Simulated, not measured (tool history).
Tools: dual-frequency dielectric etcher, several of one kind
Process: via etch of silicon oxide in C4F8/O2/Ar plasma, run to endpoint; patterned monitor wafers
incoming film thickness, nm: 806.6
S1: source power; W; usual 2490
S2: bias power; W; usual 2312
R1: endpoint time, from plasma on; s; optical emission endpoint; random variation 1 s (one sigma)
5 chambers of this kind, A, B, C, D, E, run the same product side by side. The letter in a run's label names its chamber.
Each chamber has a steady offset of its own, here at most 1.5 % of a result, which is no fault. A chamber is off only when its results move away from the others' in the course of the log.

Run 1C, hour 5: usual settings. Result: R1 138.76 s.
Run 2A, hour 9.4: usual settings. Result: R1 141.75 s.
Run 3E, hour 12.3: usual settings. Result: R1 139.4 s.
Run 4D, hour 15.6: usual settings. Result: R1 140.85 s.
Run 5B, hour 20.6: usual settings. Result: R1 140.39 s.
Run 6C, hour 25.3: usual settings but S2 1847 W. Result: R1 148.91 s.
At hour 28.6: chamber C: bias power generator calibrated.
Run 7A, hour 29.5: usual settings but S2 1847 W. Result: R1 150.31 s.
Run 8D, hour 33: usual settings but S2 1847 W. Result: R1 147.55 s.
Run 9E, hour 35.6: usual settings but S2 1847 W. Result: R1 148.11 s.
At hour 37.7: chamber A: wet clean of the chamber.
Run 10B, hour 39.1: usual settings but S2 1847 W. Result: R1 148.76 s.
Run 11D, hour 41.3: usual settings. Result: R1 142.5 s.
Run 12C, hour 45.4: usual settings. Result: R1 141.56 s.
Run 13A, hour 47.5: usual settings but S1 1930 W, S2 2112 W. Result: R1 159.41 s.
Run 14B, hour 52.5: usual settings but S1 1930 W, S2 2112 W. Result: R1 159.07 s.
Run 15E, hour 56.7: usual settings but S1 1930 W, S2 2112 W. Result: R1 161.2 s.
Run 16A, hour 60.1: usual settings but S1 1930 W, S2 2112 W. Result: R1 160.73 s.
Run 17C, hour 64.3: usual settings but S1 1930 W, S2 2112 W. Result: R1 157.94 s.
Run 18D, hour 68.3: usual settings. Result: R1 141.5 s.
Run 19B, hour 72.1: usual settings. Result: R1 138.82 s.
Run 20E, hour 76.8: usual settings. Result: R1 142.67 s.
Run 21B, hour 79.8: usual settings. Result: R1 140.17 s.
Run 22E, hour 83.6: usual settings but S1 2170 W, S2 2673 W. Result: R1 141.37 s.
Run 23A, hour 87.6: usual settings but S1 2170 W, S2 2673 W. Result: R1 143.09 s.
Run 24D, hour 89.9: usual settings but S1 2170 W, S2 2673 W. Result: R1 144.67 s.
At hour 92.8: chamber B: bias power generator calibrated.
Run 25C, hour 93.2: usual settings but S1 2170 W, S2 2673 W. Result: R1 141.99 s.
Run 26E, hour 97.4: usual settings but S1 2170 W, S2 2673 W. Result: R1 138.74 s.
Run 27C, hour 100.6: usual settings. Result: R1 139.61 s.
Run 28D, hour 104.7: usual settings but S1 2060 W. Result: R1 148.75 s.
Run 29B, hour 107: usual settings but S1 2060 W. Result: R1 149.45 s.
Run 30A, hour 111: usual settings but S1 2060 W. Result: R1 154.49 s.
Run 31B, hour 115.2: usual settings but S1 2060 W. Result: R1 150.64 s.
Run 32D, hour 118: usual settings but S1 2060 W. Result: R1 148.56 s.
Run 33E, hour 123: usual settings. Result: R1 139.45 s.
Run 34C, hour 127.4: usual settings but S2 2028 W. Result: R1 144.57 s.
Run 35A, hour 132.4: usual settings but S2 2028 W. Result: R1 146.89 s.
Run 36D, hour 136.6: usual settings but S2 2028 W. Result: R1 141.69 s.
Run 37C, hour 140.1: usual settings but S2 2028 W. Result: R1 144.62 s.
At hour 142.7: chamber D: bias power generator calibrated.
Run 38E, hour 144.5: usual settings but S2 2028 W. Result: R1 148.19 s.
Run 39B, hour 147.5: usual settings. Result: R1 141.53 s.
Run 40A, hour 151.4: usual settings. Result: R1 139.91 s.
Run 41E, hour 154.6: usual settings. Result: R1 141.18 s.
Run 42D, hour 156.9: usual settings. Result: R1 136.21 s.
Run 43C, hour 161.7: usual settings but S2 1988 W. Result: R1 145.08 s.
Run 44B, hour 164.5: usual settings but S2 1988 W. Result: R1 146.83 s.

Next, every chamber runs the same settings. What will each give?
Run 45A, hour 168.1: usual settings. Result: R1 ?.
Run 45B, hour 168.1: usual settings. Result: R1 ?.
Run 45C, hour 168.1: usual settings. Result: R1 ?.
Run 45D, hour 168.1: usual settings. Result: R1 ?.
Run 45E, hour 168.1: usual settings. Result: R1 ?.

run      R1
45A  139.81
45B  140.93
45C  138.04
45D  137.31
45E  139.23
